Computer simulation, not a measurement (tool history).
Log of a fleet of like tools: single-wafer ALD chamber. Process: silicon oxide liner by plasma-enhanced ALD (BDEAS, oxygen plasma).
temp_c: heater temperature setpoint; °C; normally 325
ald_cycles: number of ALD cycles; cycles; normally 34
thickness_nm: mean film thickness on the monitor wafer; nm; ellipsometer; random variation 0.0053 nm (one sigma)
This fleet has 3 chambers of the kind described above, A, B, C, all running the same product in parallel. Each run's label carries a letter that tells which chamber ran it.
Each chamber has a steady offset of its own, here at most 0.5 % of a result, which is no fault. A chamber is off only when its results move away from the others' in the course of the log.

| run | hour | temp_c | ald_cycles | read-back reference wafer on the same gauge, thickness_nm | thickness_nm |
|---|---|---|---|---|---|
| 1C | 11.2 | 325 | 34 | 3.1299 | 3.0544 |
| 2B | 23.6 | 325 | 34 | 3.1293 | 3.0431 |
| 3A | 37.2 | 325 | 34 | 3.1291 | 3.0584 |
| 4B | 49.2 | 325 | 34 | 3.1265 | 3.0397 |
| 5C | 57.4 | 325 | 34 | 3.1265 | 3.0600 |
| 6A | 65.4 | 325 | 34 | 3.1270 | 3.0449 |
| 7B | 75.1 | 325 | 34 | 3.1269 | 3.0311 |
| 8C | 89.8 | 325 | 34 | 3.1270 | 3.0583 |
| 9A | 100.6 | 325 | 34 | 3.1257 | 3.0437 |
| 10C | 107.7 | 325 | 34 | 3.1242 | 3.0549 |
| 11B | 115.7 | 325 | 34 | 3.1242 | 3.0363 |
| 12A | 125.1 | 325 | 34 | 3.1245 | 3.0418 |
| 13A | 137.2 | 325 | 34 | 3.1238 | 3.0581 |
| 14C | 146.7 | 325 | 34 | 3.1230 | 3.0434 |
| 15B | 158.1 | 325 | 34 | 3.1243 | 3.0293 |
| 16C | 167.4 | 325 | 34 | 3.1223 | 3.0453 |
| 17A | 179.5 | 325 | 34 | 3.1212 | 3.0481 |
| 18B | 192.9 | 337 | 39 | 3.1220 | 3.4211 |
| 19A | 207.9 | 337 | 39 | 3.1222 | 3.4473 |
| 20B | 221.9 | 337 | 39 | 3.1205 | 3.4223 |
| 21C | 235.5 | 325 | 34 | 3.1183 | 3.0405 |
| 22A | 242.2 | 325 | 34 | 3.1189 | 3.0483 |
| 23C | 249.7 | 332 | 38 | 3.1191 | 3.3572 |
| 24B | 262.4 | 332 | 38 | 3.1181 | 3.3521 |
| 25B | 273.3 | 332 | 38 | 3.1182 | 3.3474 |
| 26C | 287.9 | 325 | 34 | 3.1160 | 3.0446 |
| 27A | 302.7 | 325 | 34 | 3.1150 | 3.0339 |
| 28A | 316.6 | 325 | 34 | 3.1156 | 3.0406 |
| 29C | 325.0 | 325 | 38 | 3.1158 | 3.3962 |
| 30B | 337.3 | 325 | 38 | 3.1156 | 3.3831 |
| 31B | 352.2 | 325 | 38 | 3.1134 | 3.3765 |
| 32A | 363.2 | 325 | 34 | 3.1133 | 3.0335 |
| 33C | 370.9 | 325 | 34 | 3.1123 | 3.0386 |
| 34C | 384.3 | 325 | 34 | 3.1126 | 3.0354 |
| 35B | 391.2 | 325 | 34 | 3.1140 | 3.0220 |
| 36A | 399.4 | 325 | 34 | 3.1103 | 3.0498 |
| 37B | 408.6 | 325 | 34 | 3.1116 | 3.0267 |
| 38C | 421.9 | 325 | 34 | 3.1109 | 3.0329 |
| 39A | 433.2 | 325 | 30 | 3.1098 | 2.6721 |
| 40A | 447.1 | 325 | 30 | 3.1088 | 2.6873 |
| 41B | 456.5 | 325 | 30 | 3.1105 | 2.6661 |
| 42C | 464.7 | 325 | 34 | 3.1108 | 3.0308 |
| 43B | 476.0 | 325 | 34 | 3.1083 | 3.0207 |
| 44A | 486.9 | 325 | 34 | 3.1085 | 3.0397 |

Does one chamber stand apart from the rest, does the shared gauge drift, or is all well apart from small per-chamber offsets? Give the chamber and the most likely cause, where there is one.

It is the gauge, not a chamber: its drift shows up in every chamber's results at once, and no chamber is off.
Cause: gauge reads low (%) = 0.715.

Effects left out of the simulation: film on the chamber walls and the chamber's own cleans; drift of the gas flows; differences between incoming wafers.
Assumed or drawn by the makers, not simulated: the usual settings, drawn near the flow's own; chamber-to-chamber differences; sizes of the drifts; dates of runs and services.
